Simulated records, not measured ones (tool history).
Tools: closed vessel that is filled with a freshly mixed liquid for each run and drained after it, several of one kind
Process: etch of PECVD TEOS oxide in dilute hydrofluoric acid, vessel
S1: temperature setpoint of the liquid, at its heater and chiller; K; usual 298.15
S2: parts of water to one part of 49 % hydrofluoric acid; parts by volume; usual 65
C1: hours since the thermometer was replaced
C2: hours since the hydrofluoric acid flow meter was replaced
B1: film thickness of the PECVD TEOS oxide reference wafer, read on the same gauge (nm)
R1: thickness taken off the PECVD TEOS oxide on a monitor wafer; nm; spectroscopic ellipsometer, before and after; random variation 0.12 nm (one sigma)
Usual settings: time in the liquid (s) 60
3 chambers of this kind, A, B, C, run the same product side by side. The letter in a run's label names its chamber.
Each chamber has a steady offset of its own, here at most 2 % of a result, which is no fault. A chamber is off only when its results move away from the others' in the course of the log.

Run 1C, day 0.292: usual settings; C1 2238.6; C2 254.9; B1 129.99. Result: R1 20.940 nm.
Run 2B, day 0.642: usual settings; C1 235.4; C2 30.7; B1 130.01. Result: R1 20.679 nm.
Run 3A, day 1.004: usual settings; C1 126.2; C2 1246.6; B1 130.00. Result: R1 20.437 nm.
Run 4A, day 1.371: usual settings; C1 135.0; C2 1255.4; B1 129.96. Result: R1 20.460 nm.
Run 5B, day 1.733: usual settings; C1 261.6; C2 56.9; B1 130.01. Result: R1 20.629 nm.
Run 6C, day 1.900: usual settings; C1 2277.2; C2 293.5; B1 130.00. Result: R1 21.071 nm.
Run 7B, day 2.262: usual settings; C1 274.3; C2 69.6; B1 130.02. Result: R1 20.639 nm.
Run 8C, day 2.483: usual settings; C1 2291.2; C2 307.5; B1 129.97. Result: R1 21.109 nm.
At day 2.675: chamber A: hydrofluoric acid flow meter replaced.
Run 9A, day 2.771: usual settings; C1 168.6; C2 2.3; B1 130.01. Result: R1 20.466 nm.
Run 10C, day 2.950: usual settings but S1 294.65 K, S2 75 parts by volume; C1 2302.4; C2 318.7; B1 130.00. Result: R1 15.515 nm.
Run 11B, day 3.129: usual settings but S1 294.65 K, S2 75 parts by volume; C1 295.1; C2 90.4; B1 129.98. Result: R1 15.291 nm.
Run 12A, day 3.392: usual settings but S1 294.65 K, S2 75 parts by volume; C1 183.5; C2 17.2; B1 130.02. Result: R1 15.129 nm.
Run 13C, day 3.704: usual settings; C1 2320.5; C2 336.8; B1 129.95. Result: R1 21.117 nm.
Run 14B, day 4.050: usual settings; C1 317.2; C2 112.5; B1 129.98. Result: R1 20.830 nm.
Run 15A, day 4.242: usual settings; C1 203.9; C2 37.6; B1 130.00. Result: R1 20.287 nm.
Run 16C, day 4.433: usual settings; C1 2338.0; C2 354.3; B1 130.02. Result: R1 21.169 nm.
Run 17A, day 4.700: usual settings; C1 214.9; C2 48.6; B1 130.00. Result: R1 20.165 nm.
Run 18B, day 4.888: usual settings but S1 296.65 K, time in the liquid (s) 50; C1 337.3; C2 132.6; B1 129.99. Result: R1 16.293 nm.
Run 19A, day 5.254: usual settings but S1 296.65 K, time in the liquid (s) 50; C1 228.2; C2 61.9; B1 130.01. Result: R1 16.124 nm.
Run 20B, day 5.500: usual settings but S1 296.65 K, time in the liquid (s) 50; C1 352.0; C2 147.3; B1 129.97. Result: R1 16.152 nm.
Run 21C, day 5.758: usual settings; C1 2369.8; C2 386.1; B1 129.99. Result: R1 21.148 nm.
Run 22C, day 5.971: usual settings but S2 45 parts by volume, time in the liquid (s) 75; C1 2374.9; C2 391.2; B1 129.99. Result: R1 39.417 nm.
Run 23B, day 6.188: usual settings but S2 45 parts by volume, time in the liquid (s) 75; C1 368.5; C2 163.8; B1 129.99. Result: R1 38.773 nm.
Run 24A, day 6.379: usual settings but S2 45 parts by volume, time in the liquid (s) 75; C1 255.2; C2 88.9; B1 130.00. Result: R1 37.697 nm.
Run 25A, day 6.742: usual settings; C1 263.9; C2 97.6; B1 130.04. Result: R1 20.202 nm.
Run 26C, day 6.908: usual settings; C1 2397.4; C2 413.7; B1 130.02. Result: R1 21.161 nm.
Run 27B, day 7.121: usual settings; C1 390.9; C2 186.2; B1 130.03. Result: R1 20.482 nm.
Run 28B, day 7.321: usual settings; C1 395.7; C2 191.0; B1 129.99. Result: R1 20.742 nm.
Run 29C, day 7.671: usual settings; C1 2415.7; C2 432.0; B1 130.02. Result: R1 20.940 nm.
Run 30A, day 7.983: usual settings; C1 293.7; C2 127.4; B1 129.98. Result: R1 20.311 nm.
Run 31A, day 8.317: usual settings; C1 301.7; C2 135.4; B1 130.01. Result: R1 20.512 nm.
Run 32B, day 8.571: usual settings; C1 425.7; C2 221.0; B1 130.01. Result: R1 20.575 nm.
Run 33C, day 8.754: usual settings; C1 2441.7; C2 458.0; B1 130.03. Result: R1 21.452 nm.
Run 34C, day 9.050: usual settings but S2 45 parts by volume; C1 2448.8; C2 465.1; B1 130.00. Result: R1 31.207 nm.
Run 35B, day 9.333: usual settings but S2 45 parts by volume; C1 444.0; C2 239.3; B1 129.99. Result: R1 30.665 nm.
Run 36A, day 9.554: usual settings but S2 45 parts by volume; C1 331.4; C2 165.1; B1 130.02. Result: R1 30.491 nm.
Run 37C, day 9.817: usual settings; C1 2467.2; C2 483.5; B1 129.99. Result: R1 21.075 nm.

Is one chamber off against the others, does the gauge drift, or is nothing wrong? If a chamber is off, say which, and what the likeliest cause is.

No chamber stands off beyond its own small offset, and the gauge holds steady.
